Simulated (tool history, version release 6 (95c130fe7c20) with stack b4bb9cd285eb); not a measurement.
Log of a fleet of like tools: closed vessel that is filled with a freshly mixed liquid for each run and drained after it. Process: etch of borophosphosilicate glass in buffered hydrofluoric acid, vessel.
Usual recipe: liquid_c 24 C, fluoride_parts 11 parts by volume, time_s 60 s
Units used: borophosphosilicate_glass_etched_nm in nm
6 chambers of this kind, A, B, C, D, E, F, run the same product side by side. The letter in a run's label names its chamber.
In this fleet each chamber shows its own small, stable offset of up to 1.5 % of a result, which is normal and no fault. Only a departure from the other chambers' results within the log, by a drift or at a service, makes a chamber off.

run   hour  liquid_c  fluoride_parts  time_s  hours since the thermometer was replaced  hours since the hydrofluoric acid flow meter was replaced  read-back film thickness of the borophosphosilicate glass reference wafer, read on the same gauge (nm)  borophosphosilicate_glass_etched_nm
 1C    3.4        24              11      60                                    1325.5                                                      275.5                                                                                                  89.988                               110.16
 2B      9        24              11      60                                      1082                                                      489.4                                                                                                  89.973                               113.19
 3A   13.3        24              11      60                                    1191.6                                                      191.8                                                                                                  90.002                               110.04
 4F   20.4        24              11      60                                      1980                                                     1626.9                                                                                                      90                               110.04
 5E   26.3        24              11      60                                     114.1                                                      987.1                                                                                                  90.006                               108.91
 6D   30.1        24              11      60                                       436                                                      489.3                                                                                                   90.02                                110.4
 7D   33.8        24              11      30                                     439.7                                                        493                                                                                                  90.029                               55.349
 8F   40.4        24              11      30                                      2000                                                     1646.9                                                                                                  89.982                               54.802
 9A   45.4        24              11      30                                    1223.7                                                      223.9                                                                                                  90.009                               55.345
10B   49.9        24              11      30                                    1122.9                                                      530.3                                                                                                  89.988                               55.784
11C   54.3        24              11      30                                    1376.4                                                      326.4                                                                                                  89.991                               54.629
12E   57.7        24              11      30                                     145.5                                                     1018.5                                                                                                  89.982                               55.604
13B   64.5        24              11      60                                    1137.5                                                      544.9                                                                                                  89.984                               111.61
14D   70.6      20.5              11      45                                     476.5                                                      529.8                                                                                                  89.969                               68.763
15C   74.8      20.5              11      45                                    1396.9                                                      346.9                                                                                                  89.989                               68.752
16A   78.4      20.5              11      45                                    1256.7                                                      256.9                                                                                                  90.044                               68.196
17E   82.8      20.5              11      45                                     170.6                                                     1043.6                                                                                                  89.955                               69.107
18F   87.5      20.5              11      45                                    2047.1                                                       1694                                                                                                  89.978                               69.092
19B   93.4      20.5              11      45                                    1166.4                                                      573.8                                                                                                  89.942                               69.218
20A  100.5        24              11      60                                    1278.8                                                        279                                                                                                   90.01                               109.16
21C    105        24              11      60                                    1427.1                                                      377.1                                                                                                  90.035                               110.68
22F  111.9        24              11      40                                    2071.5                                                     1718.4                                                                                                  90.046                               72.809
23D  115.3        24              11      40                                     521.2                                                      574.5                                                                                                  90.009                               73.549
24E  119.6        24              11      40                                     207.4                                                     1080.4                                                                                                  90.021                               72.151
25A  123.1        24              11      40                                    1301.4                                                      301.6                                                                                                  89.955                               73.511
26E  130.2        24              11      40                                       218                                                       1091                                                                                                  89.972                               72.259
27D  133.9        24              11      40                                     539.8                                                      593.1                                                                                                  90.007                               72.813
28C  137.8        24              11      60                                    1459.9                                                      409.9                                                                                                  90.019                                111.8
29F  141.9      19.5             7.5      60                                    2101.5                                                     1748.4                                                                                                  89.977                               121.64
30B  148.1      19.5             7.5      60                                    1221.1                                                      628.5                                                                                                  90.007                               124.43
31B  153.8      19.5             7.5      60                                    1226.8                                                      634.2                                                                                                  89.998                               126.52
32D  158.7      19.5             7.5      60                                     564.6                                                      617.9                                                                                                  90.048                               124.35
33A  165.5      19.5             7.5      60                                    1343.8                                                        344                                                                                                  89.992                               123.32
34F  170.7      19.5             7.5      60                                    2130.3                                                     1777.2                                                                                                  89.978                               122.95
35C  177.4      19.5              11      90                                    1499.5                                                      449.5                                                                                                  90.027                               129.96
36E  180.6      19.5              11      90                                     268.4                                                     1141.4                                                                                                  89.993                               122.76
37B    186      19.5              11      90                                      1259                                                      666.4                                                                                                  89.984                               131.05
38E  190.6      19.5              11      90                                     278.4                                                     1151.4                                                                                                  89.978                                123.7
39C  193.8      19.5              11      90                                    1515.9                                                      465.9                                                                                                  90.003                               130.21
40A  199.7      19.5              11      90                                      1378                                                      378.2                                                                                                  90.024                               129.75
41F  206.7        24              11      60                                    2166.3                                                     1813.2                                                                                                  89.999                               110.02
42D    214        24              11      60                                     619.9                                                      673.2                                                                                                  89.998                               111.21
43A  219.4        24              11      60                                    1397.7                                                      397.9                                                                                                  90.035                               109.65
44B  223.4        24              11      60                                    1296.4                                                      703.8                                                                                                  89.981                               111.85

Next, every chamber runs the same settings. What will each give?
45A  228.6        24              11      60                                                                                                                                                                                                                                                 ?
45B  228.6        24              11      60                                                                                                                                                                                                                                                 ?
45C  228.6        24              11      60                                                                                                                                                                                                                                                 ?
45D  228.6        24              11      60                                                                                                                                                                                                                                                 ?
45E  228.6        24              11      60                                                                                                                                                                                                                                                 ?
45F  228.6        24              11      60                                                                                                                                                                                                                                                 ?

run  borophosphosilicate_glass_etched_nm
45A                               110.57
45B                               111.72
45C                                109.9
45D                               110.74
45E                               100.48
45F                                  111
